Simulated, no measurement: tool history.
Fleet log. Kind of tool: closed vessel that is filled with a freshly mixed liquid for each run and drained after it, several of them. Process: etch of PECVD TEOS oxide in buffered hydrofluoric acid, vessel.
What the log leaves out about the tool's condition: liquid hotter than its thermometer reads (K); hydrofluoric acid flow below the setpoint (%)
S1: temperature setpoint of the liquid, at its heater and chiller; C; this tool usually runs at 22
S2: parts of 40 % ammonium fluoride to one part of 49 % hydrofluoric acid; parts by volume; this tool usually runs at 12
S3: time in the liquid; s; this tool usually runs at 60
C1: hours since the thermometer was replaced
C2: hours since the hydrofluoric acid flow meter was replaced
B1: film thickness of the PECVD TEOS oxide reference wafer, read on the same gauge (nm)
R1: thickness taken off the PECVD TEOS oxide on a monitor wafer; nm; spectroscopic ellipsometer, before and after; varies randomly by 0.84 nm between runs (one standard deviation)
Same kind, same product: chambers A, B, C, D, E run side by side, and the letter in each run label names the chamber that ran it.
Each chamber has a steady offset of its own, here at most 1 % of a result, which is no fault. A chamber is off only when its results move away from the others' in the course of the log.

Run 1A, hour 3.8: usual settings; C1 2462.9; C2 1444.7; B1 29.982. Result: R1 158.94 nm.
Run 2B, hour 12.1: usual settings; C1 685.6; C2 65; B1 29.985. Result: R1 160.85 nm.
Run 3C, hour 20.4: usual settings; C1 605.7; C2 1675.3; B1 29.974. Result: R1 157.87 nm.
Run 4E, hour 28.3: usual settings; C1 128.2; C2 676.8; B1 29.976. Result: R1 156.97 nm.
Run 5D, hour 32: usual settings; C1 1511.7; C2 1079.5; B1 29.978. Result: R1 159.81 nm.
Run 6E, hour 39.1: usual settings; C1 139; C2 687.6; B1 30.001. Result: R1 159.69 nm.
Run 7B, hour 46.1: usual settings; C1 719.6; C2 99; B1 29.999. Result: R1 157.9 nm.
Run 8C, hour 50.4: usual settings; C1 635.7; C2 1705.3; B1 30.025. Result: R1 157.15 nm.
Run 9D, hour 58.3: usual settings; C1 1538; C2 1105.8; B1 30.024. Result: R1 158.97 nm.
Run 10A, hour 65.4: usual settings; C1 2524.5; C2 1506.3; B1 30.013. Result: R1 159.09 nm.
Run 11B, hour 69.7: usual settings; C1 743.2; C2 122.6; B1 30.014. Result: R1 158.5 nm.
Run 12C, hour 75.3: usual settings; C1 660.6; C2 1730.2; B1 29.982. Result: R1 157.89 nm.
Run 13A, hour 81.3: usual settings; C1 2540.4; C2 1522.2; B1 30.025. Result: R1 158.12 nm.
Run 14D, hour 85.2: usual settings; C1 1564.9; C2 1132.7; B1 29.979. Result: R1 156.28 nm.
Run 15E, hour 91.1: usual settings; C1 191; C2 739.6; B1 29.981. Result: R1 154.65 nm.
Run 16B, hour 96.2: usual settings; C1 769.7; C2 149.1; B1 30.007. Result: R1 158.07 nm.
Run 17E, hour 100.3: usual settings; C1 200.2; C2 748.8; B1 30.001. Result: R1 154.81 nm.
Run 18A, hour 104.3: usual settings but S1 19 C, S2 13.5 parts by volume; C1 2563.4; C2 1545.2; B1 29.991. Result: R1 120.24 nm.
Run 19D, hour 112: usual settings but S1 19 C, S2 13.5 parts by volume; C1 1591.7; C2 1159.5; B1 30.01. Result: R1 118.75 nm.
Run 20C, hour 117.2: usual settings but S1 19 C, S2 13.5 parts by volume; C1 702.5; C2 1772.1; B1 29.973. Result: R1 118.61 nm.
Run 21C, hour 121.7: usual settings but S1 19 C, S2 13.5 parts by volume; C1 707; C2 1776.6; B1 30.001. Result: R1 119.2 nm.
Run 22E, hour 127.2: usual settings but S1 19 C, S2 13.5 parts by volume; C1 227.1; C2 775.7; B1 30.012. Result: R1 115.95 nm.
Run 23A, hour 131.2: usual settings; C1 2590.3; C2 1572.1; B1 30.003. Result: R1 159.51 nm.
Run 24B, hour 139.3: usual settings; C1 812.8; C2 192.2; B1 30.01. Result: R1 159.02 nm.
Run 25D, hour 146.4: usual settings; C1 1626.1; C2 1193.9; B1 30.003. Result: R1 158.85 nm.
Run 26E, hour 150.6: usual settings; C1 250.5; C2 799.1; B1 30.003. Result: R1 152.66 nm.
Run 27A, hour 157.7: usual settings; C1 2616.8; C2 1598.6; B1 30.021. Result: R1 157.8 nm.
Run 28B, hour 163.8: usual settings; C1 837.3; C2 216.7; B1 29.964. Result: R1 158.38 nm.
Run 29C, hour 169.4: usual settings; C1 754.7; C2 1824.3; B1 30.002. Result: R1 159.75 nm.
Run 30D, hour 177.8: usual settings; C1 1657.5; C2 1225.3; B1 30.016. Result: R1 158.86 nm.
At hour 178.8: chamber A: thermometer replaced.
Run 31B, hour 184.6: usual settings; C1 858.1; C2 237.5; B1 30.027. Result: R1 158.43 nm.
Run 32C, hour 188.6: usual settings; C1 773.9; C2 1843.5; B1 30.003. Result: R1 157.76 nm.
Run 33E, hour 193.1: usual settings but S2 8 parts by volume; C1 293; C2 841.6; B1 30.001. Result: R1 220.98 nm.
Run 34A, hour 201.1: usual settings but S2 8 parts by volume; C1 22.4; C2 1642; B1 30.018. Result: R1 230.17 nm.
Run 35D, hour 209.4: usual settings but S2 8 parts by volume; C1 1689.1; C2 1256.9; B1 30.017. Result: R1 228.45 nm.
Run 36E, hour 214.2: usual settings but S2 8 parts by volume; C1 314.1; C2 862.7; B1 30.014. Result: R1 219.91 nm.
Run 37D, hour 222.8: usual settings but S2 8 parts by volume; C1 1702.5; C2 1270.3; B1 29.973. Result: R1 229.9 nm.
Run 38A, hour 229.5: usual settings; C1 50.8; C2 1670.4; B1 30.006. Result: R1 158 nm.
Run 39C, hour 234.5: usual settings; C1 819.8; C2 1889.4; B1 30.009. Result: R1 156.57 nm.
Run 40B, hour 241.2: usual settings; C1 914.7; C2 294.1; B1 29.99. Result: R1 158.33 nm.
Run 41A, hour 248.5: usual settings; C1 69.8; C2 1689.4; B1 30.031. Result: R1 159.09 nm.
Run 42E, hour 252.8: usual settings but S1 19.5 C, S2 15 parts by volume; C1 352.7; C2 901.3; B1 30.031. Result: R1 103.95 nm.
Run 43B, hour 259.5: usual settings but S1 19.5 C, S2 15 parts by volume; C1 933; C2 312.4; B1 29.975. Result: R1 110.93 nm.
Run 44C, hour 267: usual settings but S1 19.5 C, S2 15 parts by volume; C1 852.3; C2 1921.9; B1 30.021. Result: R1 110.3 nm.

Has any chamber moved away from the others, gradually or after a service, or does the common gauge drift, or do the chambers differ only by their own small steady offsets? State the chamber and the most likely cause if one applies.

It is chamber E that slowly wanders off from its peers.
What lies behind it: hydrofluoric acid flow below the setpoint (%) = 6.26.
The log might look much the same if the cause were instead: liquid colder than its thermometer reads (K).

Chamber E could run next with any of the 4 candidate recipes listed below; each alters the usual settings, and their results appear as question marks. Which one brings its results back in line with what the other chambers deliver on the usual settings?
Counts as in line when no further than this from what the other chambers average on the usual settings: R1 2.9 nm
Run 45E-1, hour 273.2: usual settings but S1 21.5 C, S2 12.5 parts by volume. Result: R1 ?.
Run 45E-2, hour 273.2: usual settings but S1 22.5 C, S2 11.5 parts by volume. Result: R1 ?.
Run 45E-3, hour 273.2: usual settings but S1 21.5 C. Result: R1 ?.
Run 45E-4, hour 273.2: usual settings but S1 22.5 C. Result: R1 ?.

Other chambers, usual settings, mean: R1 158.37 nm
  run      R1
45E-1  138.42
45E-2  158.84
45E-3  144.15
45E-4  152.26
45E-2 is the one that brings the chamber's results back in line with the other chambers.
